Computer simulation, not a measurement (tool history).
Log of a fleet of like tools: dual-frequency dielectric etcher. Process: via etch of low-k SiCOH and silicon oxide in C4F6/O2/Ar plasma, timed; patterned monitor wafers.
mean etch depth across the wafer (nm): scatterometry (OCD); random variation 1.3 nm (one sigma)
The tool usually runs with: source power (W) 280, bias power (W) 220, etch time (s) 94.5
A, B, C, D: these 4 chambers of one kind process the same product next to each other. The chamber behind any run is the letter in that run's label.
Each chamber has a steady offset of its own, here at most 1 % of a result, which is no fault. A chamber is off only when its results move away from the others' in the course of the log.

| run | hour | source power (W) | bias power (W) | etch time (s) | hours since the last wet clean | hours since the last source power generator calibration | hours since the last bias power generator calibration | read-back reference wafer on the same gauge, depth_nm | mean etch depth across the wafer (nm) |
|---|---|---|---|---|---|---|---|---|---|
| 1B | 5.5 | 280 | 220 | 94.5 | 170.8 | 2538.2 | 2438.3 | 216.19 | 246.41 |
| 2C | 9.6 | 280 | 220 | 94.5 | 109.2 | 1694.8 | 1016.3 | 215.91 | 246.77 |
| 3A | 15.1 | 280 | 220 | 94.5 | 491.7 | 1135.6 | 664 | 216.01 | 247.38 |
| 4D | 18.2 | 280 | 220 | 94.5 | 221.7 | 82.4 | 87.6 | 216.08 | 248.36 |
| 5B | 23 | 280 | 220 | 94.5 | 188.3 | 2555.7 | 2455.8 | 216.07 | 247.81 |
| 6C | 26.8 | 280 | 247 | 94.5 | 126.4 | 1712 | 1033.5 | 216.33 | 254.49 |
| 7D | 30.8 | 280 | 247 | 94.5 | 234.3 | 95 | 100.2 | 215.87 | 258.5 |
|  | 31.3 | chamber A: wet clean of the chamber |
| 8A | 35.5 | 280 | 247 | 94.5 | 4.2 | 1156 | 684.4 | 216.03 | 257.16 |
| 9B | 38.2 | 280 | 247 | 94.5 | 203.5 | 2570.9 | 2471 | 215.99 | 256.95 |
| 10D | 43.6 | 280 | 220 | 94.5 | 247.1 | 107.8 | 113 | 215.94 | 246.23 |
| 11A | 46.6 | 280 | 220 | 94.5 | 15.3 | 1167.1 | 695.5 | 215.7 | 247.35 |
| 12C | 49.6 | 280 | 220 | 94.5 | 149.2 | 1734.8 | 1056.3 | 215.78 | 245.34 |
| 13D | 54.8 | 280 | 220 | 94.5 | 258.3 | 119 | 124.2 | 215.9 | 246.65 |
| 14C | 59.9 | 280 | 220 | 94.5 | 159.5 | 1745.1 | 1066.6 | 216.12 | 244.63 |
| 15A | 63.2 | 280 | 220 | 94.5 | 31.9 | 1183.7 | 712.1 | 215.75 | 248.21 |
|  | 65.5 | chamber B: bias power generator calibrated |
| 16B | 68.6 | 280 | 220 | 94.5 | 233.9 | 2601.3 | 3.2 | 216.18 | 245.95 |
| 17C | 71.1 | 280 | 220 | 94.5 | 170.7 | 1756.3 | 1077.8 | 215.68 | 245.87 |
| 18D | 73.6 | 280 | 220 | 94.5 | 277.1 | 137.8 | 143 | 216.09 | 249.03 |
| 19B | 76.5 | 280 | 220 | 94.5 | 241.8 | 2609.2 | 11.1 | 215.88 | 245.29 |
| 20A | 79.5 | 280 | 220 | 94.5 | 48.2 | 1200 | 728.4 | 216.16 | 245.87 |
| 21A | 82.6 | 310 | 220 | 94.5 | 51.3 | 1203.1 | 731.5 | 215.81 | 259.05 |
| 22C | 86.4 | 310 | 220 | 94.5 | 186 | 1771.6 | 1093.1 | 215.99 | 257.06 |
| 23D | 92 | 310 | 220 | 94.5 | 295.5 | 156.2 | 161.4 | 216.15 | 256.27 |
| 24B | 96.9 | 310 | 220 | 94.5 | 262.2 | 2629.6 | 31.5 | 215.85 | 254.66 |
| 25B | 101.7 | 280 | 220 | 94.5 | 267 | 2634.4 | 36.3 | 216.08 | 245.15 |
| 26C | 106.8 | 280 | 220 | 94.5 | 206.4 | 1792 | 1113.5 | 216.16 | 247.2 |
| 27A | 110.2 | 280 | 220 | 94.5 | 78.9 | 1230.7 | 759.1 | 215.98 | 247.27 |
| 28D | 115 | 280 | 220 | 94.5 | 318.5 | 179.2 | 184.4 | 215.97 | 248.04 |
| 29D | 118.5 | 280 | 220 | 94.5 | 322 | 182.7 | 187.9 | 216.27 | 246.95 |
| 30B | 121.6 | 280 | 220 | 94.5 | 286.9 | 2654.3 | 56.2 | 216.26 | 245.85 |
| 31A | 124.8 | 280 | 263 | 94.5 | 93.5 | 1245.3 | 773.7 | 215.92 | 261.97 |
| 32C | 130.2 | 280 | 263 | 94.5 | 229.8 | 1815.4 | 1136.9 | 215.87 | 262.09 |
| 33D | 134.4 | 280 | 263 | 94.5 | 337.9 | 198.6 | 203.8 | 215.74 | 263.7 |
| 34C | 138.7 | 280 | 263 | 94.5 | 238.3 | 1823.9 | 1145.4 | 215.9 | 262.27 |
| 35A | 144.4 | 320 | 269 | 94.5 | 113.1 | 1264.9 | 793.3 | 216.01 | 280.13 |
| 36B | 147.9 | 320 | 269 | 94.5 | 313.2 | 2680.6 | 82.5 | 216.15 | 278.46 |
| 37C | 150.7 | 320 | 269 | 94.5 | 250.3 | 1835.9 | 1157.4 | 215.91 | 277.49 |
| 38B | 153.3 | 320 | 269 | 94.5 | 318.6 | 2686 | 87.9 | 215.88 | 278.02 |
| 39A | 158.2 | 280 | 220 | 94.5 | 126.9 | 1278.7 | 807.1 | 215.99 | 246.16 |
| 40D | 160.8 | 220 | 220 | 107 | 364.3 | 225 | 230.2 | 215.85 | 255.41 |
| 41D | 163.8 | 220 | 220 | 107 | 367.3 | 228 | 233.2 | 216.16 | 256.85 |
| 42C | 166.7 | 220 | 220 | 107 | 266.3 | 1851.9 | 1173.4 | 215.94 | 255.33 |
| 43A | 172.4 | 220 | 220 | 107 | 141.1 | 1292.9 | 821.3 | 216.11 | 255.52 |
| 44B | 174.9 | 280 | 220 | 94.5 | 340.2 | 2707.6 | 109.5 | 216.01 | 248.96 |

One chamber off, gauge drift, or nothing amiss beyond the chambers' own small offsets? If it is a chamber, which one, and what is the likeliest cause?

No chamber stands off beyond its own small offset, and the gauge holds steady.
